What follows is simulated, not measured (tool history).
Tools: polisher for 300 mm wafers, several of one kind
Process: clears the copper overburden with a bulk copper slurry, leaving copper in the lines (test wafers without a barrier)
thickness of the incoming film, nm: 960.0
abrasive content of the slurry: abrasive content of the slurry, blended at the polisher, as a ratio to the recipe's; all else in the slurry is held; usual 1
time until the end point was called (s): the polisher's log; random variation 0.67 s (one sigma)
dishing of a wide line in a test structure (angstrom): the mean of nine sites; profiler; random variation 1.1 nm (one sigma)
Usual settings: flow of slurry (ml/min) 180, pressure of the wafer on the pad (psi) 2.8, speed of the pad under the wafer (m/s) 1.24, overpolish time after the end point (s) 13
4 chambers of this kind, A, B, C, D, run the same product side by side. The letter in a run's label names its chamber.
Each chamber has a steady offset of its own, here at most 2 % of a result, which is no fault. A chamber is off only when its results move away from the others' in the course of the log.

| run | hour | flow of slurry (ml/min) | pressure of the wafer on the pad (psi) | speed of the pad under the wafer (m/s) | abrasive content of the slurry | overpolish time after the end point (s) | wafers polished on this pad | hours since the slurry nozzle was cleaned | hours since the head pressure was calibrated | hours since the slurry blender was calibrated | time until the end point was called (s) | dishing of a wide line in a test structure (angstrom) |
|---|---|---|---|---|---|---|---|---|---|---|---|---|
| 1D | 6.7 | 180 | 2.8 | 1.24 | 1 | 13 | 475 | 46.2 | 252.4 | 219.7 | 83.050 | 723.01 |
|  | 16.8 | chamber D: worn pad replaced by a new one |
| 2A | 18.7 | 180 | 2.8 | 1.24 | 1 | 13 | 205 | 478.6 | 905.4 | 88.9 | 85.003 | 722.91 |
| 3B | 25.7 | 180 | 2.8 | 1.24 | 1 | 13 | 409 | 122.7 | 893.3 | 66.3 | 84.481 | 705.10 |
| 4C | 36.3 | 180 | 2.8 | 1.24 | 1 | 13 | 297 | 682.3 | 863.5 | 161.2 | 84.944 | 712.36 |
| 5C | 45.8 | 180 | 2.8 | 1.24 | 1 | 13 | 350 | 691.8 | 873.0 | 170.7 | 85.214 | 705.15 |
| 6B | 56.6 | 180 | 2.8 | 1.24 | 1 | 13 | 581 | 153.6 | 924.2 | 97.2 | 83.154 | 714.82 |
| 7A | 64.7 | 180 | 2.8 | 1.24 | 1 | 13 | 462 | 524.6 | 951.4 | 134.9 | 83.842 | 727.62 |
|  | 70.9 | chamber B: worn pad replaced by a new one |
| 8D | 71.9 | 180 | 2.8 | 1.24 | 1 | 13 | 307 | 111.4 | 317.6 | 284.9 | 83.944 | 743.76 |
|  | 76.4 | chamber D: slurry blender recalibrated |
| 9B | 84.4 | 180 | 2.8 | 1.24 | 1 | 13 | 75 | 181.4 | 952.0 | 125.0 | 83.147 | 717.62 |
| 10D | 93.6 | 180 | 2.8 | 1.24 | 1 | 13 | 428 | 133.1 | 339.3 | 17.2 | 84.036 | 717.05 |
|  | 94.0 | chamber C: slurry blender recalibrated |
| 11C | 100.5 | 245 | 3.2 | 1.24 | 1 | 13 | 655 | 746.5 | 927.7 | 6.5 | 70.105 | 764.40 |
| 12A | 108.1 | 245 | 3.2 | 1.24 | 1 | 13 | 704 | 568.0 | 994.8 | 178.3 | 70.641 | 800.80 |
| 13B | 114.5 | 245 | 3.2 | 1.24 | 1 | 13 | 243 | 211.5 | 982.1 | 155.1 | 70.535 | 806.30 |
|  | 124.2 | chamber D: worn pad replaced by a new one |
| 14C | 127.2 | 245 | 3.2 | 1.24 | 1 | 13 | 804 | 773.2 | 954.4 | 33.2 | 70.963 | 793.52 |
|  | 133.0 | chamber B: slurry blender recalibrated |
| 15A | 138.9 | 180 | 2.8 | 1.24 | 1 | 13 | 876 | 598.8 | 1025.6 | 209.1 | 84.531 | 723.03 |
| 16D | 145.3 | 180 | 2.8 | 1.24 | 1 | 13 | 118 | 184.8 | 391.0 | 68.9 | 85.173 | 731.35 |
|  | 146.4 | chamber A: head pressure recalibrated |
| 17C | 154.4 | 145 | 2.8 | 1.24 | 1 | 13 | 956 | 800.4 | 981.6 | 60.4 | 89.023 | 707.40 |
| 18A | 162.7 | 145 | 2.8 | 1.24 | 1 | 13 | 1009 | 622.6 | 16.4 | 232.9 | 90.352 | 696.13 |
|  | 164.5 | chamber A: slurry blender recalibrated |
|  | 174.5 | chamber D: slurry nozzle cleaned |
| 19B | 175.5 | 145 | 2.8 | 1.24 | 1 | 13 | 584 | 272.5 | 1043.1 | 42.5 | 86.742 | 708.04 |
| 20D | 187.8 | 145 | 2.8 | 1.24 | 1 | 13 | 355 | 13.4 | 433.5 | 111.4 | 86.350 | 718.15 |
|  | 189.1 | chamber B: worn pad replaced by a new one |
|  | 196.1 | chamber C: worn pad replaced by a new one |
| 21D | 198.3 | 180 | 2.8 | 1.24 | 1 | 13 | 414 | 23.9 | 444.0 | 121.9 | 84.496 | 732.46 |
|  | 208.1 | chamber D: worn pad replaced by a new one |
| 22A | 210.7 | 180 | 2.8 | 1.24 | 1 | 13 | 1277 | 670.6 | 64.4 | 46.3 | 87.462 | 693.22 |
| 23C | 222.3 | 180 | 2.8 | 1.24 | 1 | 13 | 146 | 868.3 | 1049.5 | 128.3 | 84.855 | 700.91 |
| 24B | 230.8 | 180 | 2.8 | 1.24 | 1 | 13 | 232 | 327.8 | 1098.4 | 97.8 | 83.083 | 713.20 |
| 25A | 237.1 | 180 | 2.8 | 1.24 | 1 | 13 | 1424 | 697.0 | 90.8 | 72.7 | 88.929 | 696.76 |
| 26C | 247.9 | 180 | 2.8 | 1.24 | 1 | 13 | 289 | 893.9 | 1075.1 | 153.9 | 85.826 | 681.69 |
| 27B | 256.2 | 180 | 2.8 | 1.24 | 1 | 13 | 374 | 353.2 | 1123.8 | 123.2 | 84.466 | 722.07 |
| 28D | 264.5 | 180 | 2.8 | 1.24 | 1 | 13 | 315 | 90.1 | 510.2 | 188.1 | 83.580 | 696.58 |
| 29B | 273.7 | 180 | 2.8 | 1.24 | 1 | 13 | 472 | 370.7 | 1141.3 | 140.7 | 84.205 | 704.34 |
| 30D | 281.2 | 220 | 2.8 | 1.24 | 1 | 13 | 408 | 106.8 | 526.9 | 204.8 | 80.629 | 723.31 |
| 31C | 291.5 | 220 | 2.8 | 1.24 | 1 | 13 | 532 | 937.5 | 1118.7 | 197.5 | 82.576 | 714.52 |
| 32A | 298.3 | 220 | 2.8 | 1.24 | 1 | 13 | 1766 | 758.2 | 152.0 | 133.9 | 88.449 | 697.64 |
| 33A | 310.0 | 220 | 2.8 | 1.24 | 1 | 13 | 1831 | 769.9 | 163.7 | 145.6 | 89.454 | 701.76 |

All 4 chambers run these settings next. Forecast each chamber's results:
| 34A | 319.3 | 180 | 3.5 | 1.24 | 1 | 13 |  |  |  |  | ? | ? |
| 34B | 319.3 | 180 | 3.5 | 1.24 | 1 | 13 |  |  |  |  | ? | ? |
| 34C | 319.3 | 180 | 3.5 | 1.24 | 1 | 13 |  |  |  |  | ? | ? |
| 34D | 319.3 | 180 | 3.5 | 1.24 | 1 | 13 |  |  |  |  | ? | ? |

| run | time until the end point was called (s) | dishing of a wide line in a test structure (angstrom) |
|---|---|---|
| 34A | 72.849 | 791.27 |
| 34B | 66.834 | 846.18 |
| 34C | 67.868 | 793.44 |
| 34D | 67.837 | 858.06 |
